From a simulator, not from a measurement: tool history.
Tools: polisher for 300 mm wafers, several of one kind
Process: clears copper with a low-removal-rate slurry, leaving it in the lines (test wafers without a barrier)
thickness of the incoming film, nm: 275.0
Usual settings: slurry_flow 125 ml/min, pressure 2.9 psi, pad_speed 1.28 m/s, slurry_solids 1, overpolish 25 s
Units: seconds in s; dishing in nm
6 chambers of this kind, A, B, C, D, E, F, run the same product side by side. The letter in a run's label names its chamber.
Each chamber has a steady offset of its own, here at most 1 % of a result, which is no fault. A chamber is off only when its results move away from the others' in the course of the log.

run,hour,slurry_flow,pressure,pad_speed,slurry_solids,overpolish,wafers polished on this pad,hours since the slurry nozzle was cleaned,hours since the head pressure was calibrated,hours since the slurry blender was calibrated,seconds,dishing
# hour 1.3: chamber F: slurry nozzle cleaned
1D,3.7,125,2.9,1.28,1,25,920,446.1,350.6,153.5,87.522,46.647
# hour 7.7: chamber B: worn pad replaced by a new one
2A,10.2,125,2.9,1.28,1,25,793,495.1,1010.7,253,86.059,48.252
3C,16,125,2.9,1.28,1,25,1203,184.1,1076.7,165.9,88.944,45.918
4F,19.8,125,2.9,1.28,1,25,1186,18.5,690.5,72.5,86.873,46.949
# hour 20.2: chamber F: worn pad replaced by a new one
5B,23.2,125,2.9,1.28,1,25,107,629.8,258.7,43.9,89.721,47.537
# hour 23.3: chamber E: head pressure recalibrated
6E,28.5,125,2.9,1.28,1,25,303,396.9,5.2,70.7,87.866,47.87
# hour 30.6: chamber E: slurry nozzle cleaned
7A,33.1,125,2.9,1.28,1,25,952,518,1033.6,275.9,89.152,47.885
8F,38,125,2.9,1.28,1,25,123,36.7,708.7,90.7,90.381,48.151
9C,41.3,125,2.9,1.28,1,25,1378,209.4,1102,191.2,89.379,47.222
10B,47.1,125,2.9,1.28,0.85,14,273,653.7,282.6,67.8,93.153,29.099
# hour 51.5: chamber C: slurry blender recalibrated
11D,52.7,125,2.9,1.28,0.85,14,1259,495.1,399.6,202.5,92.455,28.439
# hour 55.1: chamber E: worn pad replaced by a new one
12E,57.7,125,2.9,1.28,0.85,14,18,27.1,34.4,99.9,89.343,28.839
13D,60.7,125,2.9,1.28,0.85,14,1315,503.1,407.6,210.5,90.832,29.385
14B,66.6,125,2.9,1.28,0.85,14,408,673.2,302.1,87.3,91.498,28.97
# hour 67.6: chamber C: worn pad replaced by a new one
# hour 69.2: chamber B: slurry nozzle cleaned
# hour 71: chamber D: worn pad replaced by a new one
15F,71.1,125,2.9,1.28,0.85,14,353,69.8,741.8,123.8,92.546,29.497
16E,77.5,125,2.9,1.28,1,25,155,46.9,54.2,119.7,86.955,46.802
# hour 81.2: chamber C: slurry nozzle cleaned
17C,81.2,125,2.9,1.68,0.75,25,94,0,1141.9,29.8,71.935,55.216
# hour 84.2: chamber B: worn pad replaced by a new one
18A,87.4,125,2.9,1.68,0.75,25,1329,572.3,1087.9,330.2,71.171,53.614
# hour 89.6: chamber B: head pressure recalibrated
# hour 90.6: chamber D: slurry blender recalibrated
19E,92.6,125,2.9,1.68,0.75,25,260,62,69.3,134.8,72.44,52.779
20B,97.6,125,2.9,1.68,0.75,25,93,28.4,8,118.3,70.819,54.808
21A,101.2,125,2.9,1.68,0.75,25,1424,586.1,1101.7,344,70.509,54.929
# hour 101.3: chamber F: head pressure recalibrated
22D,105.5,125,2.9,1.68,0.75,25,239,547.9,452.4,14.9,73.642,54.527
23F,109.8,125,2.9,1.28,1,25,621,108.5,8.6,162.5,88.684,48.234
24C,113,125,2.9,1.28,1,25,315,31.8,1173.7,61.6,88.343,46.157
25D,117.8,125,2.2,1.28,1,25,325,560.2,464.7,27.2,118.24,36.756
# hour 119.3: chamber A: head pressure recalibrated
# hour 121.3: chamber B: slurry blender recalibrated
# hour 123: chamber A: slurry blender recalibrated
26C,124.2,125,2.2,1.28,1,25,393,43,1184.9,72.8,116.33,37.574
27E,128.8,125,2.2,1.28,1,25,510,98.2,105.5,171,117.33,37.062
# hour 130.9: chamber E: worn pad replaced by a new one
28B,131.9,125,2.2,1.28,1,25,330,62.7,42.3,10.7,117.45,39.349
29A,138,125,2.2,1.28,1,25,1679,622.9,18.8,15,128.59,35.606
30F,144,125,2.2,1.28,1,25,858,142.7,42.8,196.7,114.13,39.622
31D,149.3,125,2.9,1.28,1,25,543,591.7,496.2,58.7,89.886,45.606
32C,152.6,125,2.9,1.28,1,25,589,71.4,1213.3,101.2,88.335,47.93
33F,157.3,125,2.9,1.28,1,25,950,156,56.1,210,86.478,47.659
34B,161.9,125,2.9,1.28,1,25,538,92.7,72.3,40.7,87.003,47.362
35A,166,125,2.9,1.28,1,25,1873,650.9,46.8,43,96.731,43.004
36E,171.7,125,2.9,1.28,1,25,283,141.1,148.4,213.9,88.939,48.895
# hour 173.1: chamber B: worn pad replaced by a new one
37A,176,125,2.9,1.28,1,15,1943,660.9,56.8,53,97.656,28.78
38B,181.3,125,2.9,1.28,1,15,57,112.1,91.7,60.1,88.05,32.303

Next, every chamber runs the same settings. What will each give?
39A,185.9,125,2.9,1.28,1,25,,,,,?,?
39B,185.9,125,2.9,1.28,1,25,,,,,?,?
39C,185.9,125,2.9,1.28,1,25,,,,,?,?
39D,185.9,125,2.9,1.28,1,25,,,,,?,?
39E,185.9,125,2.9,1.28,1,25,,,,,?,?
39F,185.9,125,2.9,1.28,1,25,,,,,?,?

run,seconds,dishing
39A,100.66,42.645
39B,87.44,48.765
39C,88.185,47.042
39D,88.12,47.143
39E,88.148,48.266
39F,88.528,47.114
